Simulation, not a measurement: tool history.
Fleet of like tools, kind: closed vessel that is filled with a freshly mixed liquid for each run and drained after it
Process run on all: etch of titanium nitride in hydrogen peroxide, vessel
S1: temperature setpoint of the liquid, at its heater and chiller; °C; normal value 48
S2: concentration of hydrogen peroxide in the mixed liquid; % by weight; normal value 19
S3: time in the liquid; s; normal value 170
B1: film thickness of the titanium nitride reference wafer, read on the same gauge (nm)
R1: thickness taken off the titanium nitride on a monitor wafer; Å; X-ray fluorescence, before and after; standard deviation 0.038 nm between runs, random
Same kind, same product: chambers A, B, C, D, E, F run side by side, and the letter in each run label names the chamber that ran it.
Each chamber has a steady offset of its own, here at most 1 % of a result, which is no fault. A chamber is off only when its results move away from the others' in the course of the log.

At hour 1.7: chamber E: peroxide flow meter replaced.
Run 1A, hour 6.9: usual settings; B1 110. Result: R1 88.217 Å.
Run 2E, hour 16.2: usual settings; B1 110. Result: R1 87.457 Å.
Run 3F, hour 28: usual settings; B1 110. Result: R1 87.792 Å.
Run 4D, hour 40.5: usual settings; B1 109.98. Result: R1 88.711 Å.
Run 5B, hour 52.1: usual settings; B1 110. Result: R1 89.308 Å.
At hour 59.7: chamber D: new drum of peroxide connected.
Run 6C, hour 60.6: usual settings; B1 110. Result: R1 88.842 Å.
Run 7C, hour 72.4: usual settings; B1 110.01. Result: R1 87.693 Å.
Run 8B, hour 79.3: usual settings; B1 110. Result: R1 88.63 Å.
Run 9A, hour 91.4: usual settings but S1 39 °C, S3 75 s; B1 110. Result: R1 20.13 Å.
Run 10D, hour 97.3: usual settings but S1 39 °C, S3 75 s; B1 109.98. Result: R1 19.92 Å.
At hour 99.2: chamber E: new drum of peroxide connected.
Run 11E, hour 108.2: usual settings but S1 39 °C, S3 75 s; B1 110.01. Result: R1 19.637 Å.
Run 12F, hour 114.6: usual settings but S1 39 °C, S3 75 s; B1 109.96. Result: R1 19.533 Å.
Run 13C, hour 127.6: usual settings but S1 39 °C, S3 75 s; B1 110.01. Result: R1 19.572 Å.
Run 14E, hour 140.6: usual settings but S1 39 °C, S3 75 s; B1 109.99. Result: R1 19.717 Å.
Run 15B, hour 147.7: usual settings; B1 110.01. Result: R1 88.809 Å.
Run 16A, hour 159.2: usual settings but S1 57.5 °C, S2 16.5 % by weight; B1 110.01. Result: R1 167.31 Å.
Run 17D, hour 170.4: usual settings but S1 57.5 °C, S2 16.5 % by weight; B1 110.02. Result: R1 169.08 Å.
Run 18F, hour 181.8: usual settings but S1 57.5 °C, S2 16.5 % by weight; B1 109.99. Result: R1 167.94 Å.
Run 19F, hour 188.7: usual settings but S1 57.5 °C, S2 16.5 % by weight; B1 110.01. Result: R1 168.69 Å.
Run 20B, hour 194.6: usual settings but S1 57.5 °C, S2 16.5 % by weight; B1 109.98. Result: R1 167.41 Å.
Run 21A, hour 203.5: usual settings but S1 57.5 °C, S2 16.5 % by weight; B1 110.03. Result: R1 166.79 Å.
At hour 210.5: chamber C: thermometer replaced.
At hour 216.4: chamber F: new drum of peroxide connected.
Run 22C, hour 216.5: usual settings; B1 109.99. Result: R1 87.307 Å.
At hour 219.4: chamber D: peroxide flow meter replaced.
Run 23D, hour 227.1: usual settings; B1 109.99. Result: R1 89.515 Å.
Run 24E, hour 235.9: usual settings; B1 109.96. Result: R1 87.332 Å.
Run 25C, hour 247.8: usual settings; B1 109.99. Result: R1 87.982 Å.
Run 26D, hour 259.4: usual settings; B1 109.99. Result: R1 89.116 Å.
At hour 264.2: chamber A: peroxide flow meter replaced.
Run 27A, hour 271.3: usual settings; B1 109.99. Result: R1 89.054 Å.
Run 28F, hour 281.8: usual settings; B1 110. Result: R1 89.924 Å.
At hour 286.8: chamber B: new drum of peroxide connected.
At hour 287.1: chamber A: new drum of peroxide connected.
Run 29B, hour 293.6: usual settings but S1 43 °C, S2 16 % by weight; B1 110. Result: R1 59.266 Å.
Run 30E, hour 303.3: usual settings but S1 43 °C, S2 16 % by weight; B1 110.02. Result: R1 58.239 Å.
Run 31B, hour 310.6: usual settings but S1 43 °C, S2 16 % by weight; B1 110.03. Result: R1 58.842 Å.
At hour 318.2: chamber B: peroxide flow meter replaced.
Run 32C, hour 321.7: usual settings but S1 43 °C, S2 16 % by weight; B1 110.01. Result: R1 58.163 Å.
Run 33A, hour 328.6: usual settings but S1 43 °C, S2 16 % by weight; B1 109.98. Result: R1 58.883 Å.
At hour 331.9: chamber D: thermometer replaced.
Run 34F, hour 335.4: usual settings but S1 43 °C, S2 16 % by weight; B1 109.98. Result: R1 59.539 Å.
Run 35E, hour 345.9: usual settings but S2 23 % by weight; B1 110.03. Result: R1 91.47 Å.
Run 36D, hour 354.8: usual settings but S2 23 % by weight; B1 109.99. Result: R1 92.716 Å.
Run 37A, hour 364.2: usual settings but S2 23 % by weight; B1 110. Result: R1 92.944 Å.
Run 38D, hour 372.7: usual settings but S2 23 % by weight; B1 110. Result: R1 92.997 Å.
Run 39F, hour 383.7: usual settings but S2 23 % by weight; B1 110.01. Result: R1 94.369 Å.
Run 40B, hour 392.3: usual settings but S2 23 % by weight; B1 110. Result: R1 92.376 Å.
Run 41C, hour 405.6: usual settings; B1 110.01. Result: R1 87.401 Å.
Run 42E, hour 413.6: usual settings; B1 110.01. Result: R1 87.682 Å.

Decide between three cases: one chamber stands off from its peers, the gauge reading all wafers drifts, or nothing is wrong past each chamber's small offset. Where a chamber is off, say which and what most likely put it there.

Chamber F drifts away from the others.
Likeliest cause: liquid hotter than its thermometer reads (K) = 0.506.

Here are 4 candidates for chamber F's next run, each the usual settings with a change, their results left as question marks. Which one brings its results back in line with what the others give on the usual settings?
In line here means within this much of the mean the other chambers give on the usual settings: R1 1.3 Å
Run 43F-1, hour 423.1: usual settings but S3 180 s. Result: R1 ?.
Run 43F-2, hour 423.1: usual settings but S3 160 s. Result: R1 ?.
Run 43F-3, hour 423.1: usual settings but S3 165 s. Result: R1 ?.
Run 43F-4, hour 423.1: usual settings but S1 48.5 °C. Result: R1 ?.

On the usual settings, the other chambers give on average: R1 88.444 Å
  run      R1
43F-1  96.834
43F-2  86.075
43F-3  88.765
43F-4  94.844
43F-3 is the one that brings the chamber's results back in line with the other chambers.
